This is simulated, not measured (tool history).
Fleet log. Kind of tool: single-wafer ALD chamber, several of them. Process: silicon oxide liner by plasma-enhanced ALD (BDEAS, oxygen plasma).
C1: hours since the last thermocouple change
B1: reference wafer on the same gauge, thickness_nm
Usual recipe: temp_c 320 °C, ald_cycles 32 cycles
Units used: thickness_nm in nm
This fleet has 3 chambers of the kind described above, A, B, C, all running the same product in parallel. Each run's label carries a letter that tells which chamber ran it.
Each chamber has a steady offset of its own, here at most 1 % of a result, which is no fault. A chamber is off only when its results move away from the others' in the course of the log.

run 1A hour=7.6 | temp_c=320 ald_cycles=32 | C1=891.7 | B1=3.1909 | thickness_nm=2.8922
run 2C hour=17.2 | temp_c=320 ald_cycles=32 | C1=518.9 | B1=3.1908 | thickness_nm=2.9224
run 3B hour=28.7 | temp_c=320 ald_cycles=32 | C1=1595.8 | B1=3.1925 | thickness_nm=2.9057
run 4B hour=39.8 | temp_c=320 ald_cycles=32 | C1=1606.9 | B1=3.1930 | thickness_nm=2.9050
run 5A hour=47.6 | temp_c=320 ald_cycles=32 | C1=931.7 | B1=3.1935 | thickness_nm=2.8900
run 6C hour=55.4 | temp_c=320 ald_cycles=32 | C1=557.1 | B1=3.1938 | thickness_nm=2.9262
run 7C hour=63.0 | temp_c=320 ald_cycles=32 | C1=564.7 | B1=3.1941 | thickness_nm=2.9257
run 8B hour=68.2 | temp_c=320 ald_cycles=32 | C1=1635.3 | B1=3.1944 | thickness_nm=2.9052
run 9A hour=78.0 | temp_c=320 ald_cycles=32 | C1=962.1 | B1=3.1957 | thickness_nm=2.8948
run 10A hour=84.7 | temp_c=320 ald_cycles=32 | C1=968.8 | B1=3.1962 | thickness_nm=2.9012
run 11C hour=95.8 | temp_c=320 ald_cycles=32 | C1=597.5 | B1=3.1971 | thickness_nm=2.9295
run 12B hour=106.8 | temp_c=320 ald_cycles=32 | C1=1673.9 | B1=3.1974 | thickness_nm=2.9082
run 13A hour=112.6 | temp_c=320 ald_cycles=32 | C1=996.7 | B1=3.1976 | thickness_nm=2.8990
run 14B hour=120.1 | temp_c=320 ald_cycles=32 | C1=1687.2 | B1=3.1985 | thickness_nm=2.9087
run 15C hour=125.4 | temp_c=320 ald_cycles=28 | C1=627.1 | B1=3.1979 | thickness_nm=2.5670
run 16B hour=131.9 | temp_c=320 ald_cycles=28 | C1=1699.0 | B1=3.1992 | thickness_nm=2.5458
-- hour=135.4 chamber A: thermocouple changed; heater temperature recalibrated
run 17A hour=140.1 | temp_c=320 ald_cycles=28 | C1=4.8 | B1=3.2003 | thickness_nm=2.5375
run 18C hour=151.4 | temp_c=320 ald_cycles=32 | C1=653.1 | B1=3.2003 | thickness_nm=2.9302
run 19A hour=161.5 | temp_c=320 ald_cycles=32 | C1=26.2 | B1=3.2009 | thickness_nm=2.8999
run 20C hour=170.3 | temp_c=320 ald_cycles=32 | C1=672.0 | B1=3.2023 | thickness_nm=2.9335
run 21B hour=179.4 | temp_c=320 ald_cycles=32 | C1=1746.5 | B1=3.2022 | thickness_nm=2.9112
run 22C hour=189.0 | temp_c=320 ald_cycles=32 | C1=690.7 | B1=3.2031 | thickness_nm=2.9333
run 23A hour=194.9 | temp_c=320 ald_cycles=32 | C1=59.6 | B1=3.2023 | thickness_nm=2.8963
run 24B hour=204.1 | temp_c=320 ald_cycles=32 | C1=1771.2 | B1=3.2033 | thickness_nm=2.9167

Next, every chamber runs the same settings. What will each give?
run 25A hour=212.4 | temp_c=320 ald_cycles=32 | thickness_nm=?
run 25B hour=212.4 | temp_c=320 ald_cycles=32 | thickness_nm=?
run 25C hour=212.4 | temp_c=320 ald_cycles=32 | thickness_nm=?

run=25A thickness_nm=2.9008
run=25B thickness_nm=2.9142
run=25C thickness_nm=2.9343
